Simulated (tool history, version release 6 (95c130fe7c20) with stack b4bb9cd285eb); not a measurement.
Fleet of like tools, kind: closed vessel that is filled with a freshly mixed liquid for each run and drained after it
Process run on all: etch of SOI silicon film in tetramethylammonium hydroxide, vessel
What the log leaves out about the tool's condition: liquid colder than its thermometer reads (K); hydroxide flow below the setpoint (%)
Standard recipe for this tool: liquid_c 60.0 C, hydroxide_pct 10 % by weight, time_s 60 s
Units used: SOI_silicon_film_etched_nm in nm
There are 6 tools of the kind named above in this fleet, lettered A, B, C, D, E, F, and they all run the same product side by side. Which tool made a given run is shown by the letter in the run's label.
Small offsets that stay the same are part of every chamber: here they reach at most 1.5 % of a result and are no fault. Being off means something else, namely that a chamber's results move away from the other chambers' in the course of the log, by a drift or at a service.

| run | hour | liquid_c | hydroxide_pct | time_s | hours since the thermometer was replaced | hours since the hydroxide flow meter was replaced | read-back film thickness of the SOI silicon film reference wafer, read on the same gauge (nm) | SOI_silicon_film_etched_nm |
|---|---|---|---|---|---|---|---|---|
| 1A | 12.6 | 60.0 | 10 | 60 | 1540.6 | 46.5 | 109.98 | 228.81 |
|  | 16.0 | chamber B: hydroxide flow meter replaced |
| 2B | 20.1 | 60.0 | 10 | 60 | 2716.1 | 4.1 | 110.01 | 224.54 |
| 3D | 32.2 | 60.0 | 10 | 60 | 999.0 | 528.4 | 110.00 | 228.14 |
| 4E | 45.6 | 60.0 | 10 | 60 | 132.3 | 296.4 | 109.98 | 226.67 |
| 5F | 55.3 | 60.0 | 10 | 60 | 615.8 | 1535.2 | 109.98 | 222.32 |
| 6C | 68.6 | 60.0 | 10 | 60 | 798.2 | 2303.2 | 110.00 | 227.02 |
| 7B | 80.9 | 60.0 | 10 | 60 | 2776.9 | 64.9 | 109.94 | 224.43 |
| 8E | 90.1 | 60.0 | 10 | 60 | 176.8 | 340.9 | 109.98 | 227.04 |
|  | 91.2 | chamber D: thermometer replaced |
| 9C | 97.4 | 60.0 | 10 | 60 | 827.0 | 2332.0 | 109.94 | 231.26 |
| 10D | 105.7 | 60.0 | 10 | 60 | 14.5 | 601.9 | 109.98 | 233.87 |
| 11A | 114.5 | 60.0 | 10 | 60 | 1642.5 | 148.4 | 110.03 | 228.23 |
| 12F | 125.0 | 60.0 | 10 | 60 | 685.5 | 1604.9 | 109.98 | 223.91 |
|  | 125.4 | chamber C: hydroxide flow meter replaced |
| 13E | 132.9 | 60.0 | 10 | 60 | 219.6 | 383.7 | 109.99 | 223.75 |
| 14B | 140.4 | 60.0 | 10 | 60 | 2836.4 | 124.4 | 110.03 | 224.04 |
| 15C | 150.2 | 60.0 | 10 | 60 | 879.8 | 24.8 | 109.97 | 222.58 |
| 16A | 160.8 | 60.0 | 10 | 60 | 1688.8 | 194.7 | 109.95 | 225.02 |
| 17D | 173.7 | 57.0 | 10 | 60 | 82.5 | 669.9 | 110.00 | 187.84 |
| 18F | 184.1 | 57.0 | 10 | 60 | 744.6 | 1664.0 | 110.00 | 183.53 |
| 19E | 192.2 | 57.0 | 10 | 60 | 278.9 | 443.0 | 110.00 | 188.99 |
| 20B | 204.6 | 57.0 | 10 | 60 | 2900.6 | 188.6 | 110.01 | 185.66 |
| 21C | 210.9 | 57.0 | 10 | 60 | 940.5 | 85.5 | 109.94 | 179.17 |
| 22A | 224.1 | 57.0 | 10 | 60 | 1752.1 | 258.0 | 110.00 | 192.54 |
| 23D | 233.0 | 60.0 | 10 | 60 | 141.8 | 729.2 | 110.05 | 230.51 |
| 24F | 243.6 | 60.0 | 10 | 60 | 804.1 | 1723.5 | 110.00 | 223.44 |
| 25B | 250.7 | 60.0 | 10 | 60 | 2946.7 | 234.7 | 110.02 | 228.26 |
| 26C | 256.6 | 60.0 | 10 | 60 | 986.2 | 131.2 | 109.98 | 213.86 |
| 27A | 263.9 | 60.0 | 10 | 60 | 1791.9 | 297.8 | 110.02 | 230.84 |
| 28E | 272.8 | 60.0 | 10 | 60 | 359.5 | 523.6 | 110.04 | 228.07 |
| 29D | 279.5 | 60.0 | 10 | 60 | 188.3 | 775.7 | 110.00 | 227.16 |
| 30F | 286.4 | 60.0 | 10 | 60 | 846.9 | 1766.3 | 110.02 | 225.08 |
| 31A | 292.6 | 60.0 | 10 | 60 | 1820.6 | 326.5 | 110.01 | 226.10 |
| 32E | 300.3 | 60.0 | 10 | 60 | 387.0 | 551.1 | 110.04 | 222.80 |
| 33D | 312.3 | 52.5 | 9 | 60 | 221.1 | 808.5 | 110.04 | 147.44 |
| 34B | 321.5 | 52.5 | 9 | 60 | 3017.5 | 305.5 | 110.06 | 143.43 |
| 35C | 328.7 | 52.5 | 9 | 60 | 1058.3 | 203.3 | 110.00 | 135.35 |
| 36F | 339.8 | 52.5 | 9 | 60 | 900.3 | 1819.7 | 109.98 | 143.76 |
| 37B | 353.0 | 52.5 | 9 | 60 | 3049.0 | 337.0 | 109.99 | 144.33 |
| 38D | 360.4 | 52.5 | 9 | 60 | 269.2 | 856.6 | 110.03 | 147.26 |
| 39A | 368.5 | 60.0 | 10 | 60 | 1896.5 | 402.4 | 109.99 | 230.28 |
| 40C | 374.6 | 60.0 | 10 | 60 | 1104.2 | 249.2 | 109.94 | 206.20 |
| 41F | 386.7 | 60.0 | 10 | 60 | 947.2 | 1866.6 | 109.97 | 227.98 |
|  | 387.9 | chamber E: thermometer replaced |
| 42E | 394.2 | 60.0 | 10 | 60 | 6.3 | 645.0 | 109.94 | 225.86 |
| 43E | 407.6 | 60.0 | 10 | 75 | 19.7 | 658.4 | 110.00 | 284.57 |
| 44F | 415.2 | 60.0 | 10 | 75 | 975.7 | 1895.1 | 110.00 | 284.20 |

All 6 chambers run these settings next. Forecast each chamber's results:
| 45A | 424.9 | 55.5 | 10 | 60 |  |  |  | ? |
| 45B | 424.9 | 55.5 | 10 | 60 |  |  |  | ? |
| 45C | 424.9 | 55.5 | 10 | 60 |  |  |  | ? |
| 45D | 424.9 | 55.5 | 10 | 60 |  |  |  | ? |
| 45E | 424.9 | 55.5 | 10 | 60 |  |  |  | ? |
| 45F | 424.9 | 55.5 | 10 | 60 |  |  |  | ? |

| run | SOI_silicon_film_etched_nm |
|---|---|
| 45A | 174.65 |
| 45B | 168.52 |
| 45C | 150.82 |
| 45D | 171.16 |
| 45E | 171.04 |
| 45F | 170.54 |
